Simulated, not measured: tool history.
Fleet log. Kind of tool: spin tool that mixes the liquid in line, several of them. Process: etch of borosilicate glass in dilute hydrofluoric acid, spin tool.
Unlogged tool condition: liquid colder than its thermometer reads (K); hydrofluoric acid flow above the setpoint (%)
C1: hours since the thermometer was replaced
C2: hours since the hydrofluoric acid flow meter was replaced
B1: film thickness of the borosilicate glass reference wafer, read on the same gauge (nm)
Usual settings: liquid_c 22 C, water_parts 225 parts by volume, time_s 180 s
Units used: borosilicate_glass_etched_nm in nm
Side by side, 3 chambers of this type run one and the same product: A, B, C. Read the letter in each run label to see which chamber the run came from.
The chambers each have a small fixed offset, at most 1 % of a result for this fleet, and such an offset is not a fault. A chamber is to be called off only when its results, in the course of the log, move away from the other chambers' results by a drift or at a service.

{"run": "1B", "hour": 5.3, "liquid_c": 22, "water_parts": 225, "time_s": 180, "C1": 262.8, "C2": 1289.5, "B1": 89.963, "borosilicate_glass_etched_nm": 20.712}
{"run": "2C", "hour": 10.4, "liquid_c": 22, "water_parts": 225, "time_s": 180, "C1": 1481.8, "C2": 2097.9, "B1": 90.027, "borosilicate_glass_etched_nm": 20.659}
{"run": "3A", "hour": 13.2, "liquid_c": 22, "water_parts": 225, "time_s": 180, "C1": 794, "C2": 612.6, "B1": 89.943, "borosilicate_glass_etched_nm": 20.429}
{"run": "4B", "hour": 18.8, "liquid_c": 22, "water_parts": 225, "time_s": 180, "C1": 276.3, "C2": 1303, "B1": 89.989, "borosilicate_glass_etched_nm": 20.412}
{"run": "5C", "hour": 21.7, "liquid_c": 22, "water_parts": 225, "time_s": 180, "C1": 1493.1, "C2": 2109.2, "B1": 90.028, "borosilicate_glass_etched_nm": 20.473}
{"run": "6A", "hour": 25.3, "liquid_c": 22, "water_parts": 225, "time_s": 180, "C1": 806.1, "C2": 624.7, "B1": 89.962, "borosilicate_glass_etched_nm": 20.796}
{"run": "7C", "hour": 29.2, "liquid_c": 22, "water_parts": 225, "time_s": 180, "C1": 1500.6, "C2": 2116.7, "B1": 89.993, "borosilicate_glass_etched_nm": 20.236}
{"run": "8B", "hour": 35.3, "liquid_c": 22, "water_parts": 225, "time_s": 180, "C1": 292.8, "C2": 1319.5, "B1": 90.018, "borosilicate_glass_etched_nm": 20.729}
{"run": "9A", "hour": 40.0, "liquid_c": 22, "water_parts": 225, "time_s": 180, "C1": 820.8, "C2": 639.4, "B1": 90.01, "borosilicate_glass_etched_nm": 20.638}
{"run": "10C", "hour": 44.7, "liquid_c": 22, "water_parts": 225, "time_s": 180, "C1": 1516.1, "C2": 2132.2, "B1": 89.982, "borosilicate_glass_etched_nm": 20.471}
{"run": "11A", "hour": 48.1, "liquid_c": 22, "water_parts": 225, "time_s": 180, "C1": 828.9, "C2": 647.5, "B1": 90.009, "borosilicate_glass_etched_nm": 20.913}
{"run": "12B", "hour": 53.7, "liquid_c": 22, "water_parts": 225, "time_s": 180, "C1": 311.2, "C2": 1337.9, "B1": 90.062, "borosilicate_glass_etched_nm": 20.679}
{"run": "13A", "hour": 57.2, "liquid_c": 22, "water_parts": 180, "time_s": 180, "C1": 838, "C2": 656.6, "B1": 90.009, "borosilicate_glass_etched_nm": 27.038}
{"run": "14B", "hour": 61.7, "liquid_c": 22, "water_parts": 180, "time_s": 180, "C1": 319.2, "C2": 1345.9, "B1": 90.03, "borosilicate_glass_etched_nm": 27.133}
{"run": "15C", "hour": 67.8, "liquid_c": 22, "water_parts": 180, "time_s": 180, "C1": 1539.2, "C2": 2155.3, "B1": 89.964, "borosilicate_glass_etched_nm": 26.474}
{"run": "16B", "hour": 71.3, "liquid_c": 22, "water_parts": 225, "time_s": 180, "C1": 328.8, "C2": 1355.5, "B1": 89.993, "borosilicate_glass_etched_nm": 20.527}
{"run": "17C", "hour": 74.1, "liquid_c": 22, "water_parts": 225, "time_s": 180, "C1": 1545.5, "C2": 2161.6, "B1": 89.974, "borosilicate_glass_etched_nm": 20.16}
{"run": "18A", "hour": 77.5, "liquid_c": 22, "water_parts": 225, "time_s": 180, "C1": 858.3, "C2": 676.9, "B1": 89.981, "borosilicate_glass_etched_nm": 20.926}
{"run": "19A", "hour": 82.1, "liquid_c": 22, "water_parts": 225, "time_s": 180, "C1": 862.9, "C2": 681.5, "B1": 89.996, "borosilicate_glass_etched_nm": 20.651}
{"run": "20B", "hour": 87.0, "liquid_c": 22, "water_parts": 225, "time_s": 180, "C1": 344.5, "C2": 1371.2, "B1": 90.027, "borosilicate_glass_etched_nm": 20.476}
{"run": "21C", "hour": 90.7, "liquid_c": 22, "water_parts": 225, "time_s": 180, "C1": 1562.1, "C2": 2178.2, "B1": 89.979, "borosilicate_glass_etched_nm": 20.03}
{"run": "22C", "hour": 94.5, "liquid_c": 22, "water_parts": 225, "time_s": 180, "C1": 1565.9, "C2": 2182, "B1": 90.008, "borosilicate_glass_etched_nm": 19.827}
{"run": "23B", "hour": 100.0, "liquid_c": 22, "water_parts": 225, "time_s": 180, "C1": 357.5, "C2": 1384.2, "B1": 90.001, "borosilicate_glass_etched_nm": 20.437}
{"run": "24A", "hour": 104.4, "liquid_c": 22, "water_parts": 225, "time_s": 180, "C1": 885.2, "C2": 703.8, "B1": 90, "borosilicate_glass_etched_nm": 20.992}
{"run": "25C", "hour": 108.2, "liquid_c": 22, "water_parts": 225, "time_s": 180, "C1": 1579.6, "C2": 2195.7, "B1": 89.99, "borosilicate_glass_etched_nm": 19.518}
{"run": "26B", "hour": 111.9, "liquid_c": 22, "water_parts": 225, "time_s": 180, "C1": 369.4, "C2": 1396.1, "B1": 90.011, "borosilicate_glass_etched_nm": 20.446}
{"run": "27A", "hour": 118.2, "liquid_c": 26, "water_parts": 225, "time_s": 180, "C1": 899, "C2": 717.6, "B1": 90.002, "borosilicate_glass_etched_nm": 24.278}
{"run": "28B", "hour": 121.9, "liquid_c": 26, "water_parts": 225, "time_s": 180, "C1": 379.4, "C2": 1406.1, "B1": 89.993, "borosilicate_glass_etched_nm": 23.907}
{"run": "29C", "hour": 127.4, "liquid_c": 26, "water_parts": 225, "time_s": 180, "C1": 1598.8, "C2": 2214.9, "B1": 89.992, "borosilicate_glass_etched_nm": 22.214}
{"run": "30A", "hour": 130.5, "liquid_c": 22, "water_parts": 225, "time_s": 180, "C1": 911.3, "C2": 729.9, "B1": 90.051, "borosilicate_glass_etched_nm": 20.851}
{"run": "31B", "hour": 135.1, "liquid_c": 24, "water_parts": 225, "time_s": 245, "C1": 392.6, "C2": 1419.3, "B1": 89.958, "borosilicate_glass_etched_nm": 30.079}
{"run": "32A", "hour": 140.4, "liquid_c": 24, "water_parts": 225, "time_s": 245, "C1": 921.2, "C2": 739.8, "B1": 89.988, "borosilicate_glass_etched_nm": 30.315}

Next, every chamber runs the same settings. What will each give?
{"run": "33A", "hour": 145.0, "liquid_c": 20.5, "water_parts": 225, "time_s": 180, "borosilicate_glass_etched_nm": "?"}
{"run": "33B", "hour": 145.0, "liquid_c": 20.5, "water_parts": 225, "time_s": 180, "borosilicate_glass_etched_nm": "?"}
{"run": "33C", "hour": 145.0, "liquid_c": 20.5, "water_parts": 225, "time_s": 180, "borosilicate_glass_etched_nm": "?"}

run=33A borosilicate_glass_etched_nm=19.899
run=33B borosilicate_glass_etched_nm=19.326
run=33C borosilicate_glass_etched_nm=17.702
